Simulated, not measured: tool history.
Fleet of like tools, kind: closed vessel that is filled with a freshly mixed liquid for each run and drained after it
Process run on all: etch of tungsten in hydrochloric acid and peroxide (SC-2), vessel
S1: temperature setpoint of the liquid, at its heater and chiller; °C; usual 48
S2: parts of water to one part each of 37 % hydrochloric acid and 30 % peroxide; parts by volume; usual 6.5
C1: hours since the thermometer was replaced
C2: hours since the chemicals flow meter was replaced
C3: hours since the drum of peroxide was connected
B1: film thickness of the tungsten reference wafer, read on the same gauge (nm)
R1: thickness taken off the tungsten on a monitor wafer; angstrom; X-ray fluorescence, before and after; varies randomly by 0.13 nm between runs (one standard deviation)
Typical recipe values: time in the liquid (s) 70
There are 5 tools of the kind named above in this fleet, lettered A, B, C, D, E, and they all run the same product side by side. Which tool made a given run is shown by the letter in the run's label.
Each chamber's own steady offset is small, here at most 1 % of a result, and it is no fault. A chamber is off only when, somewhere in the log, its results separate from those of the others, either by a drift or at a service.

run 1D day=0.096 | S1=48 S2=6.5 time_in_the_liquid_(s)=70 | C1=1367 C2=398.4 C3=371.7 | B1=30.032 | R1=192.48
run 2A day=0.229 | S1=48 S2=6.5 time_in_the_liquid_(s)=70 | C1=298.6 C2=676.6 C3=254.5 | B1=29.986 | R1=192.3
run 3E day=0.375 | S1=48 S2=6.5 time_in_the_liquid_(s)=70 | C1=1102.3 C2=871.3 C3=469.3 | B1=29.982 | R1=193.42
run 4C day=0.517 | S1=48 S2=6.5 time_in_the_liquid_(s)=70 | C1=372.7 C2=143 C3=49.8 | B1=29.987 | R1=194.04
run 5B day=0.688 | S1=48 S2=6.5 time_in_the_liquid_(s)=70 | C1=497.9 C2=138.5 C3=696.2 | B1=30.001 | R1=191.56
run 6D day=0.833 | S1=52 S2=6.5 time_in_the_liquid_(s)=70 | C1=1384.7 C2=416.1 C3=389.4 | B1=30.017 | R1=254.01
run 7E day=0.958 | S1=52 S2=6.5 time_in_the_liquid_(s)=70 | C1=1116.3 C2=885.3 C3=483.3 | B1=29.995 | R1=254.04
run 8A day=1.104 | S1=52 S2=6.5 time_in_the_liquid_(s)=70 | C1=319.6 C2=697.6 C3=275.5 | B1=29.984 | R1=251.94
run 9B day=1.208 | S1=52 S2=6.5 time_in_the_liquid_(s)=70 | C1=510.4 C2=151 C3=708.7 | B1=29.987 | R1=246.02
run 10C day=1.371 | S1=52 S2=6.5 time_in_the_liquid_(s)=70 | C1=393.2 C2=163.5 C3=70.3 | B1=30.008 | R1=253.2
run 11C day=1.521 | S1=48 S2=6.5 time_in_the_liquid_(s)=70 | C1=396.8 C2=167.1 C3=73.9 | B1=30.007 | R1=191.14
run 12A day=1.658 | S1=48 S2=6.5 time_in_the_liquid_(s)=70 | C1=332.9 C2=710.9 C3=288.8 | B1=29.996 | R1=190.99
run 13D day=1.792 | S1=48 S2=6.5 time_in_the_liquid_(s)=70 | C1=1407.7 C2=439.1 C3=412.4 | B1=29.989 | R1=195.75
run 14B day=1.925 | S1=48 S2=6.5 time_in_the_liquid_(s)=70 | C1=527.6 C2=168.2 C3=725.9 | B1=30.015 | R1=193.78
run 15E day=2.079 | S1=48 S2=6.5 time_in_the_liquid_(s)=70 | C1=1143.2 C2=912.2 C3=510.2 | B1=29.968 | R1=194.69
run 16C day=2.208 | S1=41 S2=6.5 time_in_the_liquid_(s)=60 | C1=413.3 C2=183.6 C3=90.4 | B1=29.975 | R1=101.98
run 17E day=2.35 | S1=41 S2=6.5 time_in_the_liquid_(s)=60 | C1=1149.7 C2=918.7 C3=516.7 | B1=30.038 | R1=102.59
run 18B day=2.517 | S1=41 S2=6.5 time_in_the_liquid_(s)=60 | C1=541.8 C2=182.4 C3=740.1 | B1=29.955 | R1=100.78
run 19A day=2.604 | S1=41 S2=6.5 time_in_the_liquid_(s)=60 | C1=355.6 C2=733.6 C3=311.5 | B1=29.972 | R1=101.8
run 20D day=2.721 | S1=41 S2=6.5 time_in_the_liquid_(s)=60 | C1=1430 C2=461.4 C3=434.7 | B1=29.98 | R1=101.73
run 21A day=2.85 | S1=48 S2=6.5 time_in_the_liquid_(s)=70 | C1=361.5 C2=739.5 C3=317.4 | B1=29.988 | R1=189.36
run 22C day=2.996 | S1=48 S2=6.5 time_in_the_liquid_(s)=70 | C1=432.2 C2=202.5 C3=109.3 | B1=29.95 | R1=192.81
run 23D day=3.167 | S1=48 S2=6.5 time_in_the_liquid_(s)=70 | C1=1440.7 C2=472.1 C3=445.4 | B1=30.018 | R1=192.18
run 24B day=3.288 | S1=48 S2=6.5 time_in_the_liquid_(s)=60 | C1=560.3 C2=200.9 C3=758.6 | B1=29.986 | R1=165.8
run 25E day=3.454 | S1=48 S2=6.5 time_in_the_liquid_(s)=60 | C1=1176.2 C2=945.2 C3=543.2 | B1=30.041 | R1=164.22
run 26C day=3.604 | S1=48 S2=6.5 time_in_the_liquid_(s)=60 | C1=446.8 C2=217.1 C3=123.9 | B1=29.989 | R1=165.84
run 27D day=3.721 | S1=48 S2=6.5 time_in_the_liquid_(s)=60 | C1=1454 C2=485.4 C3=458.7 | B1=29.993 | R1=164.3
run 28A day=3.858 | S1=48 S2=6.5 time_in_the_liquid_(s)=60 | C1=385.7 C2=763.7 C3=341.6 | B1=29.981 | R1=165.25
run 29E day=3.967 | S1=48 S2=6.5 time_in_the_liquid_(s)=70 | C1=1188.5 C2=957.5 C3=555.5 | B1=30.024 | R1=195.24
run 30B day=4.092 | S1=48 S2=6.5 time_in_the_liquid_(s)=70 | C1=579.6 C2=220.2 C3=777.9 | B1=29.984 | R1=191.24

Has any chamber moved away from the others, gradually or after a service, or does the common gauge drift, or do the chambers differ only by their own small steady offsets? State the chamber and the most likely cause if one applies.

No chamber stands off beyond its own small offset, and the gauge holds steady.

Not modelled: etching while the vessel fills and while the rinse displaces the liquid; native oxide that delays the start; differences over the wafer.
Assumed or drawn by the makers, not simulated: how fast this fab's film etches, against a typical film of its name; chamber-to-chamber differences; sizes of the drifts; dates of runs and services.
